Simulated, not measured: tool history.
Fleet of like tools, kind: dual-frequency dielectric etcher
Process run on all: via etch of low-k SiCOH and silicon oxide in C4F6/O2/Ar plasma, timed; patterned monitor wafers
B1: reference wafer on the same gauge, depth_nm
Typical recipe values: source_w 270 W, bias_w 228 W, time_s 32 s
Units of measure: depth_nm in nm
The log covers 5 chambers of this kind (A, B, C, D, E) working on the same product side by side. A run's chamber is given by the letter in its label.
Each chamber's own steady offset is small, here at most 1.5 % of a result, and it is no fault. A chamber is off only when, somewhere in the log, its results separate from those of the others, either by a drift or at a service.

{"run": "1C", "hour": 5.1, "source_w": 270, "bias_w": 228, "time_s": 32, "B1": 71.486, "depth_nm": 70.74}
{"run": "2E", "hour": 8.7, "source_w": 270, "bias_w": 228, "time_s": 32, "B1": 71.344, "depth_nm": 69.707}
{"run": "3D", "hour": 12.4, "source_w": 270, "bias_w": 228, "time_s": 32, "B1": 71.316, "depth_nm": 69.557}
{"run": "4B", "hour": 15.9, "source_w": 270, "bias_w": 228, "time_s": 32, "B1": 71.211, "depth_nm": 69.352}
{"run": "5A", "hour": 19.0, "source_w": 270, "bias_w": 228, "time_s": 32, "B1": 71.251, "depth_nm": 69.962}
{"run": "6A", "hour": 24.2, "source_w": 270, "bias_w": 228, "time_s": 32, "B1": 71.361, "depth_nm": 70.624}
{"run": "7D", "hour": 30.2, "source_w": 270, "bias_w": 228, "time_s": 32, "B1": 71.307, "depth_nm": 69.255}
{"run": "8B", "hour": 33.9, "source_w": 270, "bias_w": 228, "time_s": 32, "B1": 71.452, "depth_nm": 69.591}
{"run": "9E", "hour": 39.5, "source_w": 270, "bias_w": 228, "time_s": 32, "B1": 71.354, "depth_nm": 69.927}
{"run": "10C", "hour": 43.5, "source_w": 270, "bias_w": 228, "time_s": 32, "B1": 71.397, "depth_nm": 70.539}
{"run": "11A", "hour": 48.8, "source_w": 270, "bias_w": 228, "time_s": 32, "B1": 71.499, "depth_nm": 70.649}
{"run": "12B", "hour": 54.0, "source_w": 230, "bias_w": 228, "time_s": 32, "B1": 71.335, "depth_nm": 65.82}
{"run": "13D", "hour": 58.7, "source_w": 230, "bias_w": 228, "time_s": 32, "B1": 71.267, "depth_nm": 66.005}
{"run": "14E", "hour": 61.9, "source_w": 230, "bias_w": 228, "time_s": 32, "B1": 71.407, "depth_nm": 65.14}
{"run": "15C", "hour": 67.5, "source_w": 230, "bias_w": 228, "time_s": 32, "B1": 71.246, "depth_nm": 66.242}
{"run": "16E", "hour": 72.9, "source_w": 230, "bias_w": 228, "time_s": 32, "B1": 71.364, "depth_nm": 66.285}
{"run": "17C", "hour": 77.6, "source_w": 270, "bias_w": 228, "time_s": 32, "B1": 71.26, "depth_nm": 71.29}
{"run": "18B", "hour": 82.4, "source_w": 270, "bias_w": 228, "time_s": 32, "B1": 71.329, "depth_nm": 70.171}
{"run": "19D", "hour": 86.4, "source_w": 270, "bias_w": 228, "time_s": 32, "B1": 71.209, "depth_nm": 69.312}
{"run": "20A", "hour": 89.9, "source_w": 270, "bias_w": 228, "time_s": 32, "B1": 71.327, "depth_nm": 70.729}
{"hour": 91.5, "done": "chamber B: wet clean of the chamber"}
{"run": "21C", "hour": 94.4, "source_w": 270, "bias_w": 228, "time_s": 32, "B1": 71.347, "depth_nm": 69.898}
{"run": "22A", "hour": 100.3, "source_w": 270, "bias_w": 228, "time_s": 32, "B1": 71.35, "depth_nm": 70.881}
{"run": "23B", "hour": 104.9, "source_w": 270, "bias_w": 228, "time_s": 32, "B1": 71.232, "depth_nm": 69.61}
{"run": "24E", "hour": 109.7, "source_w": 270, "bias_w": 270, "time_s": 32, "B1": 71.271, "depth_nm": 74.19}
{"run": "25D", "hour": 112.4, "source_w": 270, "bias_w": 270, "time_s": 32, "B1": 71.456, "depth_nm": 73.614}
{"run": "26A", "hour": 118.2, "source_w": 270, "bias_w": 270, "time_s": 32, "B1": 71.343, "depth_nm": 74.395}
{"hour": 121.0, "done": "chamber E: wet clean of the chamber"}
{"run": "27D", "hour": 123.9, "source_w": 270, "bias_w": 270, "time_s": 32, "B1": 71.366, "depth_nm": 73.786}
{"run": "28C", "hour": 129.1, "source_w": 270, "bias_w": 270, "time_s": 32, "B1": 71.362, "depth_nm": 75.065}
{"run": "29E", "hour": 134.2, "source_w": 270, "bias_w": 228, "time_s": 32, "B1": 71.382, "depth_nm": 70.391}
{"run": "30B", "hour": 136.8, "source_w": 300, "bias_w": 228, "time_s": 32, "B1": 71.355, "depth_nm": 71.792}
{"run": "31D", "hour": 141.7, "source_w": 300, "bias_w": 228, "time_s": 32, "B1": 71.313, "depth_nm": 71.954}
{"hour": 143.5, "done": "chamber A: wet clean of the chamber"}
{"run": "32A", "hour": 146.0, "source_w": 300, "bias_w": 228, "time_s": 32, "B1": 71.321, "depth_nm": 73.244}
{"run": "33B", "hour": 152.0, "source_w": 300, "bias_w": 228, "time_s": 32, "B1": 71.371, "depth_nm": 72.746}
{"run": "34C", "hour": 157.5, "source_w": 300, "bias_w": 228, "time_s": 32, "B1": 71.33, "depth_nm": 73.662}

Next, every chamber runs the same settings. What will each give?
{"run": "35A", "hour": 161.8, "source_w": 230, "bias_w": 228, "time_s": 32, "depth_nm": "?"}
{"run": "35B", "hour": 161.8, "source_w": 230, "bias_w": 228, "time_s": 32, "depth_nm": "?"}
{"run": "35C", "hour": 161.8, "source_w": 230, "bias_w": 228, "time_s": 32, "depth_nm": "?"}
{"run": "35D", "hour": 161.8, "source_w": 230, "bias_w": 228, "time_s": 32, "depth_nm": "?"}
{"run": "35E", "hour": 161.8, "source_w": 230, "bias_w": 228, "time_s": 32, "depth_nm": "?"}

run=35A depth_nm=66.435
run=35B depth_nm=65.327
run=35C depth_nm=67.467
run=35D depth_nm=65.193
run=35E depth_nm=65.538

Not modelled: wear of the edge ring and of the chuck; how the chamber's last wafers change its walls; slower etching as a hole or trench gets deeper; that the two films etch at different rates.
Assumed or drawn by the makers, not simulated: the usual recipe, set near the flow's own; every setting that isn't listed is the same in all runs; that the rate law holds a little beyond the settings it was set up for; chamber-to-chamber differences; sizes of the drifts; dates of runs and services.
